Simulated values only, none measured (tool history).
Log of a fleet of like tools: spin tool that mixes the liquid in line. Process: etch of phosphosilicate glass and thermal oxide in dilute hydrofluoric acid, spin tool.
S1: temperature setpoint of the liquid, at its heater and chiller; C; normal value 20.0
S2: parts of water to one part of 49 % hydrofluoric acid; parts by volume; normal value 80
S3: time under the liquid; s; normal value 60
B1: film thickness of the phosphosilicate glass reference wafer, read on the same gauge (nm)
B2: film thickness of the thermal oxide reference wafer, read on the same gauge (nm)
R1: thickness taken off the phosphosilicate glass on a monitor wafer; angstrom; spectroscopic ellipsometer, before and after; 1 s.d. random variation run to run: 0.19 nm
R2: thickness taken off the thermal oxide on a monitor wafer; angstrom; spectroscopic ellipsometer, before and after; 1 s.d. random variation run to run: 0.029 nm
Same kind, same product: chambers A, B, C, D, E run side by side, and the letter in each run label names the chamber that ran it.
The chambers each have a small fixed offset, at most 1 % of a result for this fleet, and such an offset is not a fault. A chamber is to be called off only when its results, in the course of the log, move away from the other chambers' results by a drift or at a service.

run,hour,S1,S2,S3,B1,B2,R1,R2
1E,8.1,20.0,80,60,129.99,150.00,413.11,31.880
2C,20.9,20.0,80,60,130.02,150.00,412.66,32.102
3B,29.2,20.0,80,60,129.98,150.01,408.94,32.211
4D,40.0,20.0,80,60,129.97,149.99,416.34,31.863
# hour 50.5: chamber B: hydrofluoric acid flow meter replaced
5A,54.3,20.0,80,60,129.98,149.98,412.61,32.169
6A,65.1,22.5,80,60,130.04,150.01,458.03,35.357
7C,73.6,22.5,80,60,130.00,149.99,460.61,35.011
8D,81.8,22.5,80,60,129.95,150.00,460.89,35.433
9B,97.0,22.5,80,60,129.99,150.01,458.22,35.930
10E,105.9,22.5,80,60,129.99,150.01,459.09,36.097
11D,113.7,20.0,80,60,129.97,150.00,417.98,31.997
12E,122.1,20.0,80,60,130.02,149.99,415.00,32.360
13B,136.0,23.5,95,60,129.98,150.00,395.26,30.581
14A,147.5,23.5,95,60,130.00,150.01,393.16,30.246
15C,156.8,23.5,95,60,129.99,149.99,392.84,30.753
16C,165.1,23.5,95,60,130.04,150.02,396.35,30.411
17D,176.2,23.5,95,60,130.06,150.01,397.44,30.506
18E,187.9,20.0,80,60,129.97,149.99,412.90,31.878
19A,203.8,20.0,80,60,129.97,150.00,413.68,31.507
20B,220.0,20.0,80,60,130.00,149.99,414.13,32.586
21D,232.3,20.0,100,60,130.01,150.01,326.89,25.096
22E,247.2,20.0,100,60,129.97,149.99,322.92,25.646
23C,256.9,20.0,100,60,129.96,149.99,322.52,24.892
24B,265.4,20.0,100,60,130.02,150.02,320.43,25.084
25A,278.2,20.0,100,60,129.99,149.98,321.38,24.702
26A,291.7,20.0,80,60,129.99,150.03,412.94,31.726
27C,306.2,18.0,50,60,130.03,150.00,628.64,48.306
28D,321.0,18.0,50,60,130.01,149.99,636.07,48.399
29B,331.2,18.0,50,60,129.99,150.02,631.14,49.398
30E,338.9,18.0,50,60,129.99,149.99,623.43,48.487
31E,348.7,18.0,50,60,129.98,149.99,622.34,48.493

Read the log: is a single chamber off, either drifting away or since a service, is the gauge that measures every chamber drifting, or is nothing wrong beyond small per-chamber offsets? Name any odd chamber and what most likely caused it.

All chambers stay in line apart from their small fixed offsets, and the gauge does not drift.
